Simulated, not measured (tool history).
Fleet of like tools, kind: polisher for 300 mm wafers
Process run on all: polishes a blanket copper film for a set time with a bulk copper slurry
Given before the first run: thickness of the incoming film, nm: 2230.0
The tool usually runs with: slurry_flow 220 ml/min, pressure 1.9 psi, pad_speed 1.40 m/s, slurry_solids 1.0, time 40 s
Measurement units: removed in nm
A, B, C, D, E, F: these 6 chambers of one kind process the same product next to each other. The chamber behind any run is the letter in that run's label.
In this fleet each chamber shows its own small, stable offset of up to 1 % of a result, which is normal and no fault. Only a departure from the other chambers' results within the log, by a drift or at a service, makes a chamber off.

run     day  slurry_flow  pressure  pad_speed  slurry_solids  time  removed
      0.067  -- chamber F: head pressure recalibrated
      0.179  -- chamber E: worn pad replaced by a new one
      0.225  -- chamber C: worn pad replaced by a new one
      0.329  -- chamber D: worn pad replaced by a new one
 1B   0.358          220       1.9       1.40            1.0    40   410.02
 2D   0.796          220       1.9       1.40            1.0    40   415.21
      1.062  -- chamber F: slurry blender recalibrated
 3C   1.208          220       1.9       1.40            1.0    40   404.97
 4F   1.633          220       1.9       1.40            1.0    40   400.42
      1.808  -- chamber A: worn pad replaced by a new one
 5A   1.992          220       1.9       1.40            1.0    40   409.26
      2.075  -- chamber B: worn pad replaced by a new one
      2.092  -- chamber F: slurry nozzle cleaned
 6E   2.408          220       1.9       1.82            1.0    40   523.72
      2.412  -- chamber F: worn pad replaced by a new one
      2.662  -- chamber D: worn pad replaced by a new one
 7F   2.875          220       1.9       1.82            1.0    40   536.08
      3.104  -- chamber C: slurry nozzle cleaned
 8B   3.350          220       1.9       1.82            1.0    40   515.72
      3.404  -- chamber E: worn pad replaced by a new one
 9E   3.838          220       1.9       1.82            1.0    40   525.42
      4.125  -- chamber A: slurry nozzle cleaned
10A   4.308          220       1.9       1.82            1.0    40   535.70
11C   4.575          220       1.9       1.82            1.0    40   523.84
      4.592  -- chamber C: worn pad replaced by a new one
      4.829  -- chamber B: slurry blender recalibrated
12D   4.842          220       1.9       1.40            1.0    40   415.09
13D   5.150          220       1.9       1.40            1.0    40   410.75
14C   5.429          220       1.9       1.40            1.0    40   405.83
      5.500  -- chamber F: worn pad replaced by a new one
      5.542  -- chamber D: slurry nozzle cleaned
      5.704  -- chamber A: slurry blender recalibrated
      5.775  -- chamber D: worn pad replaced by a new one
15E   5.925          220       1.9       1.40            1.0    40   403.16
      6.342  -- chamber A: worn pad replaced by a new one
16B   6.367          220       1.9       1.40            1.0    40   409.70
      6.388  -- chamber D: slurry blender recalibrated
      6.667  -- chamber A: head pressure recalibrated
17A   6.671          220       1.9       1.40            1.0    40   367.21
      6.708  -- chamber E: worn pad replaced by a new one
18F   7.171          220       1.9       1.40            1.0    40   407.64
19F   7.500          220       1.9       1.40            1.0    40   409.59
      7.833  -- chamber B: worn pad replaced by a new one
20C   7.917          220       1.9       1.40            1.0    40   410.02
      8.121  -- chamber B: slurry nozzle cleaned
21D   8.358          170       1.9       1.40            1.3    40   421.46
22A   8.583          170       1.9       1.40            1.3    40   379.07
      8.725  -- chamber C: worn pad replaced by a new one
      8.896  -- chamber D: worn pad replaced by a new one
23B   8.929          170       1.9       1.40            1.3    40   417.70
      8.950  -- chamber F: worn pad replaced by a new one
24E   9.188          170       1.9       1.40            1.3    40   416.84
25A   9.583          170       1.9       1.40            1.3    40   375.22
26C   9.862          170       1.9       1.40            1.3    40   413.03
27E  10.208          250       1.9       0.98            1.0    40   286.48
     10.388  -- chamber E: worn pad replaced by a new one
28B  10.475          250       1.9       0.98            1.0    40   284.81
29F  10.796          250       1.9       0.98            1.0    40   283.90
     10.821  -- chamber A: worn pad replaced by a new one
     11.100  -- chamber E: slurry nozzle cleaned
30D  11.288          250       1.9       0.98            1.0    40   291.34
     11.317  -- chamber D: worn pad replaced by a new one
31C  11.600          250       1.9       0.98            1.0    40   281.53
32B  12.083          250       1.9       0.98            1.0    40   289.35
     12.271  -- chamber F: worn pad replaced by a new one
33A  12.329          220       1.9       1.40            1.0    28   254.49
34E  12.775          220       1.9       1.40            1.0    28   282.62
35F  13.000          220       1.9       1.40            1.0    28   284.65
36D  13.304          220       1.9       1.40            1.0    28   291.06
37E  13.667          220       1.9       1.40            1.0    28   278.55

The same settings go to every chamber for the next run, one line per chamber below. Forecast the results for each:
38A  14.025          220       1.9       1.40            1.0    40        ?
38B  14.025          220       1.9       1.40            1.0    40        ?
38C  14.025          220       1.9       1.40            1.0    40        ?
38D  14.025          220       1.9       1.40            1.0    40        ?
38E  14.025          220       1.9       1.40            1.0    40        ?
38F  14.025          220       1.9       1.40            1.0    40        ?

run  removed
38A   365.44
38B   405.80
38C   401.94
38D   414.77
38E   408.98
38F   404.21
